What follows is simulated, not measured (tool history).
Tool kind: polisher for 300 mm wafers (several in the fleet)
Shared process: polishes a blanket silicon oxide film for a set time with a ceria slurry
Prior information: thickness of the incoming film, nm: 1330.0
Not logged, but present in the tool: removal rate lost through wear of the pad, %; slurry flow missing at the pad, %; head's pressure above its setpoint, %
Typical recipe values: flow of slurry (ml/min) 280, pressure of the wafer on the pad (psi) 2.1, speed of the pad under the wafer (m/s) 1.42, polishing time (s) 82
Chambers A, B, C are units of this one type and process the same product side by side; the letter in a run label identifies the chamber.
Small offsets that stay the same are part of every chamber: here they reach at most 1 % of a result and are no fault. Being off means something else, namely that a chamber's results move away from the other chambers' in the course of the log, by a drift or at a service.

run,day,flow of slurry (ml/min),pressure of the wafer on the pad (psi),speed of the pad under the wafer (m/s),polishing time (s),wafers polished on this pad,hours since the slurry nozzle was cleaned,hours since the head pressure was calibrated,film removed (Å)
1A,0.379,280,2.1,1.42,82,650,17.4,521.1,3226.0
2B,0.771,280,2.1,1.42,82,447,81.1,1044.7,3236.8
3C,1.196,280,2.1,1.42,82,245,435.9,195.4,3111.6
4C,1.750,280,2.1,1.42,82,331,449.2,208.7,3221.0
# day 2.029: chamber B: head pressure recalibrated
5B,2.238,280,2.1,1.58,82,675,116.3,5.1,3557.6
6A,2.592,280,2.1,1.58,82,995,70.5,574.2,3579.7
7A,3.142,280,2.1,1.58,82,1081,83.7,587.4,3557.2
# day 3.304: chamber C: slurry nozzle cleaned
8B,3.675,280,2.1,1.42,82,899,150.8,39.6,3262.8
# day 3.938: chamber C: worn pad replaced by a new one
9C,4.008,280,1.8,1.42,82,11,17.0,262.9,2704.2
10A,4.379,280,1.8,1.42,82,1273,113.4,617.1,2690.5
11B,4.942,280,1.8,1.42,82,1097,181.2,70.0,2762.8
12C,5.500,280,2.1,1.42,82,243,52.8,298.7,3181.1
13A,5.800,280,2.1,1.42,82,1495,147.5,651.2,3158.7
14C,6.338,280,2.1,1.42,82,374,72.9,318.8,3130.6
15B,6.658,280,2.1,1.42,82,1364,222.4,111.2,3217.8
16B,7.296,280,2.1,1.42,82,1463,237.7,126.5,3217.1
# day 7.471: chamber B: worn pad replaced by a new one
17A,7.929,280,2.1,1.42,82,1827,198.6,702.3,3111.7
18C,8.367,280,2.1,1.42,82,690,121.6,367.5,3152.9
# day 8.683: chamber C: worn pad replaced by a new one
19A,8.896,280,2.1,1.42,82,1977,221.8,725.5,3085.7
20B,9.362,280,2.1,1.42,82,295,287.3,176.1,3231.8
21C,9.800,280,2.1,1.42,82,173,156.0,401.9,3245.7
22B,10.262,280,2.1,1.42,82,435,308.9,197.7,3183.6
# day 10.658: chamber A: slurry nozzle cleaned
23C,10.804,230,2.1,1.42,82,330,180.1,426.0,3080.2
24A,11.275,230,2.1,1.42,82,2348,14.9,782.6,2941.9
25B,11.629,230,2.1,1.42,82,648,341.7,230.5,3188.6
26A,12.242,210,2.1,1.16,82,2498,38.1,805.8,2417.0
27C,12.750,210,2.1,1.16,82,633,226.8,472.7,2500.3
# day 13.158: chamber C: worn pad replaced by a new one
28B,13.317,210,2.1,1.16,82,911,382.2,271.0,2579.0
29C,13.667,370,2.1,1.42,55,79,248.8,494.7,2148.6
30A,14.204,370,2.1,1.42,55,2804,85.2,852.9,2049.8
31A,14.775,370,2.1,1.42,55,2893,98.9,866.6,2028.2
32C,15.225,280,2.1,1.42,82,322,286.2,532.1,3172.8
33B,15.646,225,2.1,1.10,82,1274,438.1,326.9,2463.8

Each of the 3 chambers runs these same settings next. Fill in every chamber's results:
34A,16.142,280,2.1,1.62,82,,,,?
34B,16.142,280,2.1,1.62,82,,,,?
34C,16.142,280,2.1,1.62,82,,,,?

run,film removed (Å)
34A,3328.5
34B,3734.4
34C,3578.6

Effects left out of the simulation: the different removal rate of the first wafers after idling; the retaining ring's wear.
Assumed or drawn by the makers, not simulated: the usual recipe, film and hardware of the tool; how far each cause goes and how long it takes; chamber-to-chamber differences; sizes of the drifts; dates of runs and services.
